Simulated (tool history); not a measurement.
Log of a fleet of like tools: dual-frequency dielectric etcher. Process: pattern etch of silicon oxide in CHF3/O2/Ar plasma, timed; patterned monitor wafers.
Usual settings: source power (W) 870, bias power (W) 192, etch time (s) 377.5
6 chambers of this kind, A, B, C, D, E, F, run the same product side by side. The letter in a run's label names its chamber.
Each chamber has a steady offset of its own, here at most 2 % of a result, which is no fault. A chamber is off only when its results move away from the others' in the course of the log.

run   hour  source power (W)  bias power (W)  etch time (s)  read-back reference wafer on the same gauge, depth_nm  mean etch depth across the wafer (nm)
 1B    5.5               870             192          377.5                                                 1053.8                                  875.2
 2E    8.4               870             192          377.5                                                 1053.5                                 888.11
 3D   12.7               870             192          377.5                                                 1053.1                                 891.98
 4A   15.6               870             192          377.5                                                 1054.2                                 876.45
 5C   19.9               870             192          377.5                                                 1054.4                                 882.27
 6F   23.6               870             192          377.5                                                 1053.8                                 876.96
 7D   27.1               870             192          377.5                                                 1053.1                                  890.4
 8F   32.5               870             217            448                                                 1054.5                                 1088.3
 9C   36.8               870             217            448                                                   1054                                 1085.2
10A   39.5               870             217            448                                                 1053.9                                 1087.6
11B   44.2               870             217            448                                                 1054.6                                 1092.3
        47  -- chamber B: wet clean of the chamber
12E     48               870             217            448                                                 1054.2                                 1104.1
13A   51.9               870             217            448                                                 1053.4                                 1094.9
14D     57               870             192          377.5                                                 1054.6                                 897.52
15B   59.6               870             192          377.5                                                 1054.3                                 876.39
16E   64.8               870             216            420                                                 1054.5                                 1030.6
      68.7  -- chamber A: wet clean of the chamber
17F   70.2               870             216            420                                                 1054.1                                 1017.1
18C     76               870             216            420                                                 1054.5                                 1013.1
19E   79.7               870             216            420                                                 1053.8                                 1020.8
20C   84.8               870             216            420                                                 1054.2                                 1019.8
21B     90               870             216            420                                                 1054.6                                 1014.8
      91.9  -- chamber A: source power generator calibrated
22F   94.1               870             192          377.5                                                 1053.4                                 881.73
23D   98.7               870             192          377.5                                                 1053.5                                 895.36
24A  103.4               870             192          377.5                                                 1053.6                                  885.7
     104.7  -- chamber D: wet clean of the chamber
25A  107.4               870             192          377.5                                                   1054                                 878.57
     110.2  -- chamber D: bias power generator calibrated
26D  111.7               870             192          377.5                                                   1054                                 907.74
27B  116.7               870             192          377.5                                                 1054.2                                 880.14
28F  122.4               870             192          377.5                                                 1054.8                                 878.97
29C  126.1               870             192          377.5                                                 1054.7                                 884.05
30E  129.3               870             192            319                                                 1054.6                                 751.41
31C  134.6               870             192            319                                                 1054.7                                  746.5
32D  139.4               870             192            319                                                 1053.9                                 768.86
33E  142.4               870             192            319                                                 1053.7                                 750.67
34A  145.4               870             192            319                                                 1054.5                                 749.43
35B  149.6               870             192            319                                                 1054.2                                 747.38
36F  153.7               870             192          308.5                                                 1054.5                                 719.71
37D  157.8               870             192          308.5                                                 1053.9                                 744.35
38E  163.3               870             192          308.5                                                 1053.6                                 726.46
39F  168.4               870             192          308.5                                                   1054                                 718.59
40A  171.9               870             192          308.5                                                 1053.7                                 718.75
41B  176.8               870             192          308.5                                                 1052.5                                 717.18
42C  180.3               870             192          377.5                                                 1053.4                                 879.94
43E  185.2               870             192          377.5                                                 1054.7                                 890.31

All 6 chambers run these settings next. Forecast each chamber's results:
44A  189.5               870             192          377.5                                                                                             ?
44B  189.5               870             192          377.5                                                                                             ?
44C  189.5               870             192          377.5                                                                                             ?
44D  189.5               870             192          377.5                                                                                             ?
44E  189.5               870             192          377.5                                                                                             ?
44F  189.5               870             192          377.5                                                                                             ?

run  mean etch depth across the wafer (nm)
44A                                 881.23
44B                                 880.32
44C                                 879.38
44D                                 914.28
44E                                 897.99
44F                                 873.98
